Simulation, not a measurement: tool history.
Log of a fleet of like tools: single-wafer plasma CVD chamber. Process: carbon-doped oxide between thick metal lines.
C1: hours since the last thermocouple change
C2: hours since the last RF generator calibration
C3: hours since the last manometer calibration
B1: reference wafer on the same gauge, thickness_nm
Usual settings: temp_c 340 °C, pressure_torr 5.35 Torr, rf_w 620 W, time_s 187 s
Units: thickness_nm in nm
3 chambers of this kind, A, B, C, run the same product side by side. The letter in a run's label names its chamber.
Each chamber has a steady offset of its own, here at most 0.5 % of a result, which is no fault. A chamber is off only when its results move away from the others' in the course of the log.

run 1A hour=8.2 | temp_c=340 pressure_torr=5.35 rf_w=620 time_s=187 | C1=1370.5 C2=1693.7 C3=1337.8 | B1=1327.5 | thickness_nm=1107.1
run 2B hour=17.7 | temp_c=340 pressure_torr=5.35 rf_w=620 time_s=187 | C1=955.1 C2=1180.2 C3=226.9 | B1=1330.4 | thickness_nm=1115.7
run 3C hour=23.9 | temp_c=340 pressure_torr=5.35 rf_w=620 time_s=187 | C1=253.6 C2=784.2 C3=2804.9 | B1=1328.9 | thickness_nm=1122.4
run 4C hour=33.6 | temp_c=340 pressure_torr=5.35 rf_w=620 time_s=187 | C1=263.3 C2=793.9 C3=2814.6 | B1=1327.9 | thickness_nm=1098.7
run 5A hour=38.8 | temp_c=340 pressure_torr=5.35 rf_w=620 time_s=187 | C1=1401.1 C2=1724.3 C3=1368.4 | B1=1329.3 | thickness_nm=1125.6
run 6B hour=45.4 | temp_c=340 pressure_torr=5.35 rf_w=620 time_s=187 | C1=982.8 C2=1207.9 C3=254.6 | B1=1329.3 | thickness_nm=1116.8
run 7A hour=51.8 | temp_c=340 pressure_torr=5.35 rf_w=620 time_s=187 | C1=1414.1 C2=1737.3 C3=1381.4 | B1=1327.6 | thickness_nm=1115.5
run 8C hour=57 | temp_c=340 pressure_torr=5.35 rf_w=620 time_s=187 | C1=286.7 C2=817.3 C3=2838 | B1=1330.3 | thickness_nm=1108.5
run 9B hour=65.9 | temp_c=340 pressure_torr=5.35 rf_w=620 time_s=187 | C1=1003.3 C2=1228.4 C3=275.1 | B1=1331.8 | thickness_nm=1109.3
run 10A hour=73.5 | temp_c=340 pressure_torr=5.35 rf_w=620 time_s=187 | C1=1435.8 C2=1759 C3=1403.1 | B1=1329.5 | thickness_nm=1110.2
run 11B hour=79.2 | temp_c=340 pressure_torr=5.35 rf_w=620 time_s=187 | C1=1016.6 C2=1241.7 C3=288.4 | B1=1330.6 | thickness_nm=1119.3
run 12C hour=90.2 | temp_c=340 pressure_torr=5.35 rf_w=620 time_s=187 | C1=319.9 C2=850.5 C3=2871.2 | B1=1330.8 | thickness_nm=1095.4
run 13B hour=99.6 | temp_c=340 pressure_torr=5.35 rf_w=620 time_s=187 | C1=1037 C2=1262.1 C3=308.8 | B1=1330.7 | thickness_nm=1112.2
run 14C hour=109.9 | temp_c=340 pressure_torr=5.35 rf_w=620 time_s=187 | C1=339.6 C2=870.2 C3=2890.9 | B1=1330.4 | thickness_nm=1100.7
run 15A hour=115 | temp_c=340 pressure_torr=5.35 rf_w=620 time_s=187 | C1=1477.3 C2=1800.5 C3=1444.6 | B1=1331.4 | thickness_nm=1104.1
run 16A hour=124.1 | temp_c=340 pressure_torr=5.35 rf_w=620 time_s=187 | C1=1486.4 C2=1809.6 C3=1453.7 | B1=1329 | thickness_nm=1087.7
run 17C hour=132.1 | temp_c=340 pressure_torr=5.35 rf_w=620 time_s=187 | C1=361.8 C2=892.4 C3=2913.1 | B1=1331 | thickness_nm=1115.4
run 18B hour=142.4 | temp_c=340 pressure_torr=5.35 rf_w=620 time_s=187 | C1=1079.8 C2=1304.9 C3=351.6 | B1=1329.9 | thickness_nm=1122
-- hour=150.9 chamber C: capacitance manometer re-zeroed and calibrated
run 19A hour=151.2 | temp_c=340 pressure_torr=4.22 rf_w=620 time_s=187 | C1=1513.5 C2=1836.7 C3=1480.8 | B1=1328.3 | thickness_nm=1056.6
run 20C hour=157.4 | temp_c=340 pressure_torr=4.22 rf_w=620 time_s=187 | C1=387.1 C2=917.7 C3=6.5 | B1=1327.4 | thickness_nm=1061.3

Is one chamber off against the others, does the gauge drift, or is nothing wrong? If a chamber is off, say which, and what the likeliest cause is.

Chamber A drifts away from the others.
Cause: delivered RF power below the setpoint (%) = 5.33.

Here are 4 candidates for chamber A's next run, each the usual settings with a change, their results left as question marks. Which one brings its results back in line with what the others give on the usual settings?
In line means no further than this from the other chambers' mean on the usual settings: thickness_nm 21 nm
run 21A-1 hour=165.4 | temp_c=328 pressure_torr=6.3 rf_w=620 time_s=187 | thickness_nm=?
run 21A-2 hour=165.4 | temp_c=339 pressure_torr=5.43 rf_w=645 time_s=187 | thickness_nm=?
run 21A-3 hour=165.4 | temp_c=349 pressure_torr=5.35 rf_w=620 time_s=187 | thickness_nm=?
run 21A-4 hour=165.4 | temp_c=341 pressure_torr=5.3 rf_w=605 time_s=179 | thickness_nm=?

The other chambers' mean on the usual settings: thickness_nm 1112 nm
run=21A-1 thickness_nm=1148.7
run=21A-2 thickness_nm=1117
run=21A-3 thickness_nm=1059.6
run=21A-4 thickness_nm=1019.8
21A-2 brings the chamber back in line.

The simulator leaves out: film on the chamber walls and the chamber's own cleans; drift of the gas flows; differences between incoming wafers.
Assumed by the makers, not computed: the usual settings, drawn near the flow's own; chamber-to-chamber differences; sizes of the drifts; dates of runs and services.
